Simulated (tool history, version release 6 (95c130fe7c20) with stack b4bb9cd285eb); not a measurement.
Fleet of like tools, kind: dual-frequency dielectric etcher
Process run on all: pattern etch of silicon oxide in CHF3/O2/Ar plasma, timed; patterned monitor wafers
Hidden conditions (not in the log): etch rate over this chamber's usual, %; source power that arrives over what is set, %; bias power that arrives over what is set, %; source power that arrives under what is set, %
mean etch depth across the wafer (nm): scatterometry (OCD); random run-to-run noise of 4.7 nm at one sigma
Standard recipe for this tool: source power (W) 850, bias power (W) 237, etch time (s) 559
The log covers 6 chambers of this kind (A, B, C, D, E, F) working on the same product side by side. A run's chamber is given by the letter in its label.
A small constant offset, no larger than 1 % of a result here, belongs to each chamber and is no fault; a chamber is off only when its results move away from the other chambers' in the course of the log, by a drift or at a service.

run   hour  source power (W)  bias power (W)  etch time (s)  hours since the last wet clean  hours since the last source power generator calibration  hours since the last bias power generator calibration  read-back reference wafer on the same gauge, depth_nm  mean etch depth across the wafer (nm)
 1C    8.6               850             237            559                           167.8                                                   1539.5                                                 2258.7                                                   1189                                 1396.2
 2A   17.1               850             237            559                           420.5                                                   2039.3                                                 3405.1                                                   1189                                 1397.1
 3D   27.2               850             237            559                           152.4                                                     1051                                                 2420.1                                                 1190.1                                 1373.6
 4E   32.1               850             237            559                           137.6                                                    218.9                                                 1188.2                                                   1191                                 1384.2
 5B   40.7               850             237            559                            42.8                                                   1100.4                                                 3480.9                                                 1190.1                                 1389.4
 6F   48.9               850             237            559                           446.6                                                   1531.5                                                 2386.6                                                 1190.2                                 1381.4
 7B     56               850             237            559                            58.1                                                   1115.7                                                 3496.2                                                 1189.1                                 1383.8
 8C   63.6               850             237            559                           222.8                                                   1594.5                                                 2313.7                                                 1188.8                                 1391.1
 9E   70.9               850             237            559                           176.4                                                    257.7                                                   1227                                                 1190.4                                 1396.4
10D   80.3               850             237            559                           205.5                                                   1104.1                                                 2473.2                                                 1190.2                                 1365.5
11F   85.8               850             237            559                           483.5                                                   1568.4                                                 2423.5                                                   1190                                 1387.8
12A   91.2               850             237            559                           494.6                                                   2113.4                                                 3479.2                                                 1188.9                                   1398
      93.8  -- chamber A: wet clean of the chamber
13E  100.1               850             237            559                           205.6                                                    286.9                                                 1256.2                                                 1189.1                                 1393.1
14D  104.7               850             237            559                           229.9                                                   1128.5                                                 2497.6                                                 1189.2                                 1369.7
     107.9  -- chamber F: wet clean of the chamber
15C  110.6               850             237            559                           269.8                                                   1641.5                                                 2360.7                                                 1189.8                                 1394.6
16A  116.2               850             237            559                            22.4                                                   2138.4                                                 3504.2                                                 1190.2                                 1396.5
17B  123.2               850             237            559                           125.3                                                   1182.9                                                 3563.4                                                 1191.2                                 1388.8
18F  129.5               850             237            559                            21.6                                                   1612.1                                                 2467.2                                                 1189.6                                 1387.7
19E  139.2               850             237            559                           244.7                                                      326                                                 1295.3                                                 1189.1                                   1398
20D  149.7               850             237            559                           274.9                                                   1173.5                                                 2542.6                                                 1190.7                                 1379.9
21F  154.8               850             237            559                            46.9                                                   1637.4                                                 2492.5                                                 1189.2                                 1381.4
22B  162.4               850             237            559                           164.5                                                   1222.1                                                 3602.6                                                   1190                                 1397.1
23C    170               850             270          697.5                           329.2                                                   1700.9                                                 2420.1                                                 1190.7                                 1813.6
24A  179.4               850             270          697.5                            85.6                                                   2201.6                                                 3567.4                                                 1190.4                                 1811.5
25D  188.3               850             270          697.5                           313.5                                                   1212.1                                                 2581.2                                                 1189.4                                 1798.5
26B  193.6               850             270          697.5                           195.7                                                   1253.3                                                 3633.8                                                   1190                                 1814.5
27E  198.2               850             270          697.5                           303.7                                                      385                                                 1354.3                                                 1190.2                                 1823.6
     198.4  -- chamber B: bias power generator calibrated
28F  205.1               850             270          697.5                            97.2                                                   1687.7                                                 2542.8                                                 1190.1                                 1809.4
29A  211.3               850             237            559                           117.5                                                   2233.5                                                 3599.3                                                 1189.5                                 1396.1
30C  221.1               850             237            559                           380.3                                                     1752                                                 2471.2                                                 1189.7                                 1384.3
31E  228.1               850             237            559                           333.6                                                    414.9                                                 1384.2                                                 1190.6                                 1393.1
32C  236.4               960             216            559                           395.6                                                   1767.3                                                 2486.5                                                 1190.2                                   1415
33A  241.5               960             216            559                           147.7                                                   2263.7                                                 3629.5                                                 1189.7                                 1411.7
34B  247.3               960             216            559                           249.4                                                     1307                                                     49                                                 1189.8                                   1404
     248.7  -- chamber C: wet clean of the chamber
35F  254.5               960             216            559                           146.6                                                   1737.1                                                 2592.2                                                 1190.5                                   1406
36D  259.8               960             216            559                             385                                                   1283.6                                                 2652.7                                                 1190.2                                 1394.8
37A  264.4               960             216            559                           170.6                                                   2286.6                                                 3652.4                                                 1190.3                                 1422.1
38E    275               850             237            559                           380.5                                                    461.8                                                 1431.1                                                 1190.5                                 1388.3
39D  279.7               850             237            559                           404.9                                                   1303.5                                                 2672.6                                                 1188.3                                 1384.7
40C  287.9               850             237            559                            39.3                                                   1818.8                                                   2538                                                 1190.3                                 1390.9
41B  292.7               850             237            559                           294.8                                                   1352.4                                                   94.4                                                 1190.1                                 1384.2
42F  301.6               850             237            559                           193.7                                                   1784.2                                                 2639.3                                                 1189.7                                 1388.4
43F  307.3               850             237            559                           199.4                                                   1789.9                                                   2645                                                 1190.3                                 1379.9
44A  313.6               850             237            559                           219.8                                                   2335.8                                                 3701.6                                                 1189.9                                 1391.5

What goes on in this fleet: one chamber off, a drifting gauge, or nothing beyond the chambers' own small offsets? Name the chamber and the cause, if any.

The fleet is healthy, with each chamber sitting at its usual small offset and no drift in the gauge.
